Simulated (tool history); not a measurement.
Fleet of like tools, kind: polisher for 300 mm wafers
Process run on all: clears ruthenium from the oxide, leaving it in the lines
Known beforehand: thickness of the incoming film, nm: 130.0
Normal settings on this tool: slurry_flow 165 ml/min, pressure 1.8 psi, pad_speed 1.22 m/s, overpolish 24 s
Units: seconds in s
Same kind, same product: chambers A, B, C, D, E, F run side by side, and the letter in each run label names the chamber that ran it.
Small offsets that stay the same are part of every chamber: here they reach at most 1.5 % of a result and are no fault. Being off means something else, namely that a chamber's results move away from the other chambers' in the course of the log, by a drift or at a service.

| run | hour | slurry_flow | pressure | pad_speed | overpolish | seconds |
|---|---|---|---|---|---|---|
|  | 1.6 | chamber C: worn pad replaced by a new one |
| 1C | 6.9 | 165 | 1.8 | 1.22 | 24 | 123.550 |
| 2F | 16.4 | 165 | 1.8 | 1.22 | 24 | 125.010 |
| 3E | 24.6 | 165 | 1.8 | 1.22 | 24 | 121.670 |
| 4A | 32.9 | 165 | 1.8 | 1.22 | 24 | 124.200 |
|  | 34.5 | chamber F: worn pad replaced by a new one |
| 5D | 39.9 | 165 | 1.8 | 1.22 | 24 | 123.310 |
| 6B | 49.3 | 165 | 1.8 | 1.22 | 24 | 124.570 |
| 7A | 59.6 | 165 | 1.8 | 1.22 | 24 | 123.680 |
|  | 63.5 | chamber E: worn pad replaced by a new one |
|  | 67.3 | chamber D: worn pad replaced by a new one |
| 8D | 69.4 | 165 | 1.8 | 1.22 | 24 | 122.910 |
| 9B | 77.8 | 165 | 1.8 | 1.22 | 24 | 121.370 |
| 10C | 86.9 | 165 | 1.8 | 1.22 | 24 | 122.350 |
|  | 91.3 | chamber A: worn pad replaced by a new one |
| 11E | 94.0 | 165 | 1.4 | 1.22 | 35 | 153.230 |
|  | 98.2 | chamber F: worn pad replaced by a new one |
| 12F | 99.9 | 165 | 1.4 | 1.22 | 35 | 157.390 |
| 13C | 112.1 | 165 | 1.4 | 1.22 | 35 | 158.620 |
| 14E | 120.8 | 165 | 1.4 | 1.22 | 35 | 154.560 |
| 15B | 130.8 | 165 | 1.4 | 1.22 | 35 | 156.100 |
|  | 131.4 | chamber D: worn pad replaced by a new one |
|  | 133.3 | chamber C: worn pad replaced by a new one |
|  | 133.6 | chamber B: worn pad replaced by a new one |
|  | 140.1 | chamber E: worn pad replaced by a new one |
| 16D | 142.9 | 165 | 1.4 | 1.22 | 35 | 159.920 |
| 17F | 153.6 | 165 | 1.8 | 1.22 | 24 | 124.460 |
|  | 160.9 | chamber D: slurry nozzle cleaned |
| 18A | 165.7 | 165 | 1.8 | 1.22 | 24 | 124.280 |
| 19D | 171.2 | 165 | 1.8 | 1.22 | 24 | 123.640 |
|  | 177.1 | chamber F: worn pad replaced by a new one |
| 20A | 182.7 | 165 | 1.8 | 1.22 | 24 | 125.850 |
| 21C | 189.8 | 165 | 2.2 | 1.22 | 24 | 100.410 |
|  | 197.4 | chamber D: worn pad replaced by a new one |
| 22B | 200.3 | 165 | 2.2 | 1.22 | 24 | 96.888 |
|  | 203.7 | chamber A: slurry nozzle cleaned |
|  | 206.3 | chamber E: worn pad replaced by a new one |
| 23F | 207.4 | 165 | 2.2 | 1.22 | 24 | 101.030 |
| 24E | 216.3 | 165 | 2.2 | 1.22 | 24 | 100.200 |
| 25B | 224.0 | 165 | 2.2 | 1.22 | 24 | 96.178 |
| 26E | 235.8 | 165 | 2.2 | 1.22 | 24 | 101.150 |
|  | 240.4 | chamber F: worn pad replaced by a new one |
| 27F | 244.4 | 165 | 1.8 | 1.22 | 24 | 123.210 |
|  | 254.1 | chamber B: slurry nozzle cleaned |
|  | 256.5 | chamber A: worn pad replaced by a new one |
| 28D | 257.2 | 165 | 1.8 | 1.22 | 24 | 122.030 |
|  | 260.8 | chamber E: slurry nozzle cleaned |
|  | 266.0 | chamber E: worn pad replaced by a new one |
| 29C | 269.0 | 165 | 1.8 | 1.22 | 24 | 122.090 |
|  | 269.8 | chamber C: worn pad replaced by a new one |
|  | 277.1 | chamber D: worn pad replaced by a new one |
| 30A | 279.9 | 165 | 1.8 | 1.22 | 24 | 124.150 |
|  | 291.7 | chamber B: worn pad replaced by a new one |
| 31F | 292.1 | 165 | 1.8 | 1.22 | 24 | 123.110 |
|  | 293.6 | chamber C: slurry nozzle cleaned |
| 32E | 301.0 | 165 | 1.8 | 1.22 | 24 | 120.550 |
| 33B | 310.0 | 165 | 1.8 | 1.22 | 24 | 117.530 |
|  | 313.5 | chamber A: head pressure recalibrated |
| 34C | 321.9 | 165 | 1.8 | 1.22 | 24 | 121.600 |
| 35A | 332.5 | 165 | 1.8 | 1.22 | 24 | 123.990 |
| 36D | 343.8 | 165 | 1.8 | 1.22 | 24 | 123.980 |
| 37C | 350.1 | 115 | 1.8 | 1.22 | 33 | 131.630 |

All 6 chambers run these settings next. Forecast each chamber's results:
| 38A | 359.2 | 165 | 1.8 | 1.22 | 24 | ? |
| 38B | 359.2 | 165 | 1.8 | 1.22 | 24 | ? |
| 38C | 359.2 | 165 | 1.8 | 1.22 | 24 | ? |
| 38D | 359.2 | 165 | 1.8 | 1.22 | 24 | ? |
| 38E | 359.2 | 165 | 1.8 | 1.22 | 24 | ? |
| 38F | 359.2 | 165 | 1.8 | 1.22 | 24 | ? |

| run | seconds |
|---|---|
| 38A | 123.970 |
| 38B | 112.170 |
| 38C | 123.920 |
| 38D | 124.030 |
| 38E | 122.120 |
| 38F | 124.710 |

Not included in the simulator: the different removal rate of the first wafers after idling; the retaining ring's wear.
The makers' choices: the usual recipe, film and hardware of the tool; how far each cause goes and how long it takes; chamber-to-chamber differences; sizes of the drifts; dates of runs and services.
